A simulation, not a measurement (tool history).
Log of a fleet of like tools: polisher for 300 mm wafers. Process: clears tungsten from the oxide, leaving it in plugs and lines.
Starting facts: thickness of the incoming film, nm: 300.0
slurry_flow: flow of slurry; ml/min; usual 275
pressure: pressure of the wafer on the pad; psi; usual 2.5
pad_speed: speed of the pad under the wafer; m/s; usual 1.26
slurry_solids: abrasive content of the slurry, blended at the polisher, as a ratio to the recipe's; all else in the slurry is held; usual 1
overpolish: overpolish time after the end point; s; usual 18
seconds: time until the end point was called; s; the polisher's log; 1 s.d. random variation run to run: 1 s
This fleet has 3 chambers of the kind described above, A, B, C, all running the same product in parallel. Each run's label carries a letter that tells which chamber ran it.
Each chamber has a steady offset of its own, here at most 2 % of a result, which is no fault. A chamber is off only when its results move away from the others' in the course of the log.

Run 1B, hour 7.5: usual settings. Result: seconds 64.922 s.
Run 2C, hour 19.2: usual settings. Result: seconds 65.16 s.
At hour 23.5: chamber A: slurry tank refilled with fresh slurry and peroxide.
Run 3A, hour 29.9: usual settings. Result: seconds 66.177 s.
At hour 41.4: chamber B: slurry tank refilled with fresh slurry and peroxide.
Run 4C, hour 42.8: usual settings. Result: seconds 63.835 s.
Run 5A, hour 49.4: usual settings. Result: seconds 64.927 s.
At hour 56.4: chamber A: worn pad replaced by a new one.
Run 6B, hour 57.9: usual settings. Result: seconds 65.057 s.
At hour 64.4: chamber C: worn pad replaced by a new one.
At hour 65.6: chamber B: worn pad replaced by a new one.
Run 7C, hour 67.7: usual settings but pressure 2.8 psi. Result: seconds 57.613 s.
Run 8A, hour 73.9: usual settings but pressure 2.8 psi. Result: seconds 61.34 s.
At hour 74.5: chamber C: slurry blender recalibrated.
Run 9B, hour 80.6: usual settings but pressure 2.8 psi. Result: seconds 57.878 s.
Run 10B, hour 93.6: usual settings. Result: seconds 64.502 s.
Run 11C, hour 103.1: usual settings. Result: seconds 65.651 s.
Run 12A, hour 113.7: usual settings. Result: seconds 68.499 s.
Run 13B, hour 125.9: usual settings. Result: seconds 64.47 s.
Run 14A, hour 136.3: usual settings. Result: seconds 66.939 s.
At hour 140.7: chamber A: worn pad replaced by a new one.
Run 15C, hour 144: usual settings. Result: seconds 67.516 s.
At hour 144.5: chamber A: slurry tank refilled with fresh slurry and peroxide.
At hour 145.6: chamber A: head pressure recalibrated.
At hour 146.8: chamber B: worn pad replaced by a new one.
Run 16A, hour 153.6: usual settings. Result: seconds 66.22 s.
Run 17C, hour 164.3: usual settings. Result: seconds 68.666 s.
At hour 171.3: chamber C: worn pad replaced by a new one.
Run 18B, hour 172.8: usual settings but pad_speed 0.96 m/s, overpolish 22 s. Result: seconds 87.357 s.
Run 19B, hour 182.3: usual settings but pad_speed 0.96 m/s, overpolish 22 s. Result: seconds 86.11 s.
Run 20A, hour 191.3: usual settings but pad_speed 0.96 m/s, overpolish 22 s. Result: seconds 86.933 s.
At hour 192.9: chamber A: slurry blender recalibrated.
At hour 200.4: chamber B: slurry tank refilled with fresh slurry and peroxide.
Run 21C, hour 202.4: usual settings but pressure 1.9 psi, slurry_solids 1.2. Result: seconds 87.817 s.
At hour 207: chamber A: worn pad replaced by a new one.
Run 22A, hour 213.7: usual settings but pressure 1.9 psi, slurry_solids 1.2. Result: seconds 83.896 s.
Run 23C, hour 222.2: usual settings but pressure 1.9 psi, slurry_solids 1.2. Result: seconds 88.835 s.
At hour 224.2: chamber C: slurry blender recalibrated.
Run 24B, hour 234.5: usual settings. Result: seconds 65.021 s.
At hour 237.1: chamber B: worn pad replaced by a new one.
Run 25A, hour 247.4: usual settings. Result: seconds 67.012 s.
Run 26C, hour 253.3: usual settings. Result: seconds 72.713 s.
At hour 255.5: chamber A: slurry tank refilled with fresh slurry and peroxide.
Run 27B, hour 266.1: usual settings. Result: seconds 65.849 s.
Run 28A, hour 277.4: usual settings. Result: seconds 66.251 s.
At hour 284.7: chamber B: slurry blender recalibrated.
At hour 288.8: chamber A: worn pad replaced by a new one.
Run 29C, hour 288.8: usual settings. Result: seconds 71.949 s.
Run 30B, hour 295.2: usual settings. Result: seconds 66.098 s.
At hour 301.3: chamber C: worn pad replaced by a new one.
Run 31A, hour 307.8: usual settings. Result: seconds 66.196 s.
Run 32C, hour 315.8: usual settings. Result: seconds 72.667 s.
Run 33B, hour 324.6: usual settings. Result: seconds 64.469 s.
Run 34C, hour 333.3: usual settings. Result: seconds 73.207 s.
At hour 336.3: chamber B: worn pad replaced by a new one.
Run 35A, hour 346: usual settings but slurry_flow 315 ml/min, pad_speed 1.64 m/s. Result: seconds 49.376 s.
Run 36B, hour 353.9: usual settings but slurry_flow 315 ml/min, pad_speed 1.64 m/s. Result: seconds 50.133 s.
At hour 363.4: chamber B: slurry tank refilled with fresh slurry and peroxide.
Run 37B, hour 363.7: usual settings but slurry_flow 315 ml/min, pad_speed 1.64 m/s. Result: seconds 49.05 s.
At hour 367.6: chamber C: slurry blender recalibrated.
Run 38C, hour 372.1: usual settings. Result: seconds 74.712 s.

Does one chamber stand apart from the rest, does the shared gauge drift, or is all well apart from small per-chamber offsets? Give the chamber and the most likely cause, where there is one.

One chamber, C, drifts off from the rest bit by bit.
Most likely cause: peroxide lost from the slurry, % = 29.7.
Not necessarily distinguishable in this log from: head's pressure below its setpoint, %.

Below are 4 candidate recipes for chamber C's next run, each the usual settings with a change, their results shown as question marks. Which of them brings C's results back in line with what the other chambers give on the usual settings?
Allowed miss from the other chambers' usual-settings mean, per result, to count as in line: seconds 3.7 s
Run 39C-1, hour 381.5: usual settings but pressure 2.7 psi, pad_speed 1.34 m/s. Result: seconds ?.
Run 39C-2, hour 381.5: usual settings but pressure 2.2 psi, pad_speed 1.12 m/s. Result: seconds ?.
Run 39C-3, hour 381.5: usual settings but pressure 2.8 psi, pad_speed 1.4 m/s. Result: seconds ?.
Run 39C-4, hour 381.5: usual settings but pressure 2.2 psi. Result: seconds ?.

On the usual settings, the other chambers give on average: seconds 65.716 s
  run  seconds
39C-1   65.006
39C-2   96.019
39C-3   59.932
39C-4    85.19
39C-1 is the one that brings the chamber's results back in line with the other chambers.

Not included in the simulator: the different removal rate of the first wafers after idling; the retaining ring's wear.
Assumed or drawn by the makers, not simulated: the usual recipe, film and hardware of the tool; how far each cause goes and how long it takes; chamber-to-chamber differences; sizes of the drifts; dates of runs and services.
